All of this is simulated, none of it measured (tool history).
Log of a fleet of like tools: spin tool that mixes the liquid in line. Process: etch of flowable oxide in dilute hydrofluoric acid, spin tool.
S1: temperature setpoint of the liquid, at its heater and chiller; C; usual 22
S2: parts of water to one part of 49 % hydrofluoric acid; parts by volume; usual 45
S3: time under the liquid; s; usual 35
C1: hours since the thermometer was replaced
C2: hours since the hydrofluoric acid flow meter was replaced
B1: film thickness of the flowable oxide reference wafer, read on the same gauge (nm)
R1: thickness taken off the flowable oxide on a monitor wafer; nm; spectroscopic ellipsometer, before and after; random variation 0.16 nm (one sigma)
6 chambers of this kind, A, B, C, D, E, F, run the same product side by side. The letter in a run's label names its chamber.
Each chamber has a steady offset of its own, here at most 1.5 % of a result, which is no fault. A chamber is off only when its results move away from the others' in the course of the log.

run 1F hour=7.2 | S1=22 S2=45 S3=35 | C1=351.3 C2=1453.2 | B1=50.019 | R1=34.238
run 2C hour=19.1 | S1=22 S2=45 S3=35 | C1=592.4 C2=1302.3 | B1=50.005 | R1=34.873
run 3B hour=26.4 | S1=22 S2=45 S3=35 | C1=1935.7 C2=430.1 | B1=49.978 | R1=34.396
-- hour=27.6 chamber F: hydrofluoric acid flow meter replaced
run 4A hour=38.8 | S1=22 S2=45 S3=35 | C1=1673 C2=448.3 | B1=49.981 | R1=34.289
-- hour=50.7 chamber A: thermometer replaced
run 5E hour=52.1 | S1=22 S2=45 S3=35 | C1=1191.4 C2=204.2 | B1=50 | R1=33.848
run 6D hour=65 | S1=22 S2=45 S3=35 | C1=860.5 C2=448 | B1=49.991 | R1=34.152
run 7A hour=74.2 | S1=22 S2=45 S3=35 | C1=23.6 C2=483.7 | B1=50.003 | R1=34.503
run 8E hour=82.1 | S1=22 S2=45 S3=35 | C1=1221.4 C2=234.2 | B1=49.995 | R1=33.746
run 9B hour=89.4 | S1=23.5 S2=45 S3=35 | C1=1998.7 C2=493.1 | B1=50 | R1=36.326
run 10C hour=102.3 | S1=23.5 S2=45 S3=35 | C1=675.6 C2=1385.5 | B1=50.002 | R1=36.468
run 11D hour=109.7 | S1=23.5 S2=45 S3=35 | C1=905.2 C2=492.7 | B1=50.018 | R1=36.151
run 12F hour=125.3 | S1=23.5 S2=45 S3=35 | C1=469.4 C2=97.7 | B1=50.007 | R1=36.239
run 13B hour=141.2 | S1=23.5 S2=45 S3=35 | C1=2050.5 C2=544.9 | B1=49.994 | R1=36.243
run 14F hour=156.2 | S1=23.5 S2=45 S3=35 | C1=500.3 C2=128.6 | B1=49.994 | R1=36.424
run 15C hour=164 | S1=22 S2=45 S3=35 | C1=737.3 C2=1447.2 | B1=49.996 | R1=34.405
run 16A hour=178 | S1=22 S2=45 S3=35 | C1=127.4 C2=587.5 | B1=50.001 | R1=34.491
run 17E hour=186.1 | S1=25.5 S2=45 S3=50 | C1=1325.4 C2=338.2 | B1=49.987 | R1=55.644
run 18D hour=201.1 | S1=25.5 S2=45 S3=50 | C1=996.6 C2=584.1 | B1=50.003 | R1=56.075
-- hour=206 chamber D: hydrofluoric acid flow meter replaced
run 19D hour=215.3 | S1=25.5 S2=45 S3=50 | C1=1010.8 C2=9.3 | B1=49.978 | R1=56.168
run 20C hour=222.7 | S1=25.5 S2=45 S3=50 | C1=796 C2=1505.9 | B1=50 | R1=56.833
run 21F hour=239 | S1=25.5 S2=45 S3=50 | C1=583.1 C2=211.4 | B1=49.989 | R1=56.443
run 22E hour=253.8 | S1=25.5 S2=45 S3=50 | C1=1393.1 C2=405.9 | B1=50.01 | R1=55.229
-- hour=263.6 chamber B: thermometer replaced
run 23A hour=268 | S1=18 S2=45 S3=35 | C1=217.4 C2=677.5 | B1=49.997 | R1=29.134
run 24B hour=280.9 | S1=18 S2=45 S3=35 | C1=17.3 C2=684.6 | B1=50.018 | R1=29.042
run 25B hour=290.9 | S1=18 S2=45 S3=35 | C1=27.3 C2=694.6 | B1=49.998 | R1=28.855
run 26F hour=305.5 | S1=18 S2=45 S3=35 | C1=649.6 C2=277.9 | B1=50.008 | R1=29.08
run 27E hour=315.9 | S1=18 S2=45 S3=35 | C1=1455.2 C2=468 | B1=49.988 | R1=28.106
run 28D hour=326.4 | S1=18 S2=45 S3=35 | C1=1121.9 C2=120.4 | B1=50.003 | R1=28.968
run 29A hour=335 | S1=22 S2=45 S3=35 | C1=284.4 C2=744.5 | B1=49.998 | R1=34.41
run 30C hour=345.9 | S1=25 S2=55 S3=35 | C1=919.2 C2=1629.1 | B1=50 | R1=31.564
run 31A hour=354.1 | S1=25 S2=55 S3=35 | C1=303.5 C2=763.6 | B1=49.999 | R1=31.924
run 32E hour=368.9 | S1=25 S2=55 S3=35 | C1=1508.2 C2=521 | B1=50.007 | R1=30.19
run 33C hour=383.9 | S1=25 S2=55 S3=35 | C1=957.2 C2=1667.1 | B1=49.994 | R1=31.505
run 34F hour=396.8 | S1=25 S2=55 S3=35 | C1=740.9 C2=369.2 | B1=50.013 | R1=30.945
run 35D hour=406.4 | S1=25 S2=55 S3=35 | C1=1201.9 C2=200.4 | B1=49.999 | R1=31.293
run 36B hour=416.2 | S1=22 S2=45 S3=35 | C1=152.6 C2=819.9 | B1=50.007 | R1=34.266

Is one chamber off against the others, does the gauge drift, or is nothing wrong? If a chamber is off, say which, and what the likeliest cause is.

Chamber E drifts away from the others.
Cause: hydrofluoric acid flow below the setpoint (%) = 2.35.
The log may not tell that from: liquid colder than its thermometer reads (K).

Here are 4 candidates for chamber E's next run, each the usual settings with a change, their results left as question marks. Which one brings its results back in line with what the others give on the usual settings?
In line means no further than this from the other chambers' mean on the usual settings: R1 0.55 nm
run 37E-1 hour=428.1 | S1=24 S2=45 S3=35 | R1=?
run 37E-2 hour=428.1 | S1=23 S2=45 S3=35 | R1=?
run 37E-3 hour=428.1 | S1=20 S2=45 S3=35 | R1=?
run 37E-4 hour=428.1 | S1=21 S2=45 S3=35 | R1=?

The other chambers' mean on the usual settings: R1 34.259 nm
run=37E-1 R1=35.857
run=37E-2 R1=34.429
run=37E-3 R1=30.395
run=37E-4 R1=31.699
37E-2 brings the chamber back in line.

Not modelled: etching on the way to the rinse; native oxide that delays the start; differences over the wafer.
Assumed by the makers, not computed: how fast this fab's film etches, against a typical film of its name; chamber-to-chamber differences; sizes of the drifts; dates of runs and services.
